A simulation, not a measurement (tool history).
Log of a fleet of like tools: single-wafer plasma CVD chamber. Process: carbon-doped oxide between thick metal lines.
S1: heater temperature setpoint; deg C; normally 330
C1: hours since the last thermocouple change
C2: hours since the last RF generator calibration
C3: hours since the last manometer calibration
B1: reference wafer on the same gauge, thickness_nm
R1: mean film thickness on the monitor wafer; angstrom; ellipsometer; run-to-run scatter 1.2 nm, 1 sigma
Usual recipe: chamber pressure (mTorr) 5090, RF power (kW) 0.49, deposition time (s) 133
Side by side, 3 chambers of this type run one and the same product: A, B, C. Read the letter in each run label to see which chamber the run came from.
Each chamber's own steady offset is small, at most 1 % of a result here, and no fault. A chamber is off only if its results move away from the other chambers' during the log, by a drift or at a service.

Run 1B, hour 3: usual settings; C1 2417.6; C2 1944.4; C3 446.1; B1 764.23. Result: R1 7015.9 angstrom.
Run 2A, hour 8: usual settings; C1 87; C2 438.9; C3 453.8; B1 764.28. Result: R1 6993.1 angstrom.
Run 3C, hour 12.3: usual settings; C1 79.2; C2 174.4; C3 1360.4; B1 764.75. Result: R1 7062.3 angstrom.
Run 4A, hour 16.4: usual settings; C1 95.4; C2 447.3; C3 462.2; B1 765. Result: R1 6984.3 angstrom.
Run 5B, hour 18.8: usual settings but chamber pressure (mTorr) 4410, deposition time (s) 143; C1 2433.4; C2 1960.2; C3 461.9; B1 764.97. Result: R1 7366.9 angstrom.
Run 6C, hour 21.2: usual settings but chamber pressure (mTorr) 4410, deposition time (s) 143; C1 88.1; C2 183.3; C3 1369.3; B1 765.06. Result: R1 7456.7 angstrom.
Run 7B, hour 25.8: usual settings but chamber pressure (mTorr) 4410, deposition time (s) 143; C1 2440.4; C2 1967.2; C3 468.9; B1 765.19. Result: R1 7403.4 angstrom.
Run 8A, hour 30.3: usual settings; C1 109.3; C2 461.2; C3 476.1; B1 765.9. Result: R1 6997.5 angstrom.
Run 9C, hour 35.2: usual settings; C1 102.1; C2 197.3; C3 1383.3; B1 765.66. Result: R1 7090.4 angstrom.
Run 10A, hour 38.5: usual settings; C1 117.5; C2 469.4; C3 484.3; B1 766.01. Result: R1 7027.1 angstrom.
Run 11B, hour 43.3: usual settings; C1 2457.9; C2 1984.7; C3 486.4; B1 766.5. Result: R1 7029 angstrom.
Run 12C, hour 47.5: usual settings; C1 114.4; C2 209.6; C3 1395.6; B1 766.72. Result: R1 7092.4 angstrom.
Run 13B, hour 52.2: usual settings; C1 2466.8; C2 1993.6; C3 495.3; B1 767.05. Result: R1 7042.6 angstrom.
At hour 53.2: chamber B: thermocouple changed; heater temperature recalibrated.
Run 14A, hour 56.8: usual settings; C1 135.8; C2 487.7; C3 502.6; B1 766.89. Result: R1 7006.6 angstrom.
Run 15C, hour 61.7: usual settings; C1 128.6; C2 223.8; C3 1409.8; B1 767.81. Result: R1 7086.2 angstrom.
Run 16C, hour 65.6: usual settings but chamber pressure (mTorr) 6270; C1 132.5; C2 227.7; C3 1413.7; B1 767.58. Result: R1 7305.8 angstrom.
Run 17A, hour 68.6: usual settings but chamber pressure (mTorr) 6270; C1 147.6; C2 499.5; C3 514.4; B1 767.68. Result: R1 7207.8 angstrom.
Run 18B, hour 71.3: usual settings but chamber pressure (mTorr) 6270; C1 18.1; C2 2012.7; C3 514.4; B1 768.1. Result: R1 7238 angstrom.
Run 19B, hour 74.1: usual settings; C1 20.9; C2 2015.5; C3 517.2; B1 768.64. Result: R1 7040.8 angstrom.
Run 20C, hour 78.6: usual settings; C1 145.5; C2 240.7; C3 1426.7; B1 768.32. Result: R1 7084.7 angstrom.
Run 21A, hour 82.8: usual settings; C1 161.8; C2 513.7; C3 528.6; B1 768.4. Result: R1 7018.6 angstrom.
Run 22B, hour 87.1: usual settings; C1 33.9; C2 2028.5; C3 530.2; B1 768.63. Result: R1 7025.7 angstrom.
Run 23C, hour 89.4: usual settings; C1 156.3; C2 251.5; C3 1437.5; B1 768.86. Result: R1 7106.8 angstrom.
Run 24A, hour 92.4: usual settings; C1 171.4; C2 523.3; C3 538.2; B1 769.07. Result: R1 7022.3 angstrom.
Run 25C, hour 96.2: usual settings; C1 163.1; C2 258.3; C3 1444.3; B1 769.57. Result: R1 7146 angstrom.

What goes on in this fleet: one chamber off, a drifting gauge, or nothing beyond the chambers' own small offsets? Name the chamber and the cause, if any.

Every chamber seems to shift together because the gauge that measures them all drifts; the chambers themselves are fine.
Most likely cause: gauge reads high (%) = 0.723.
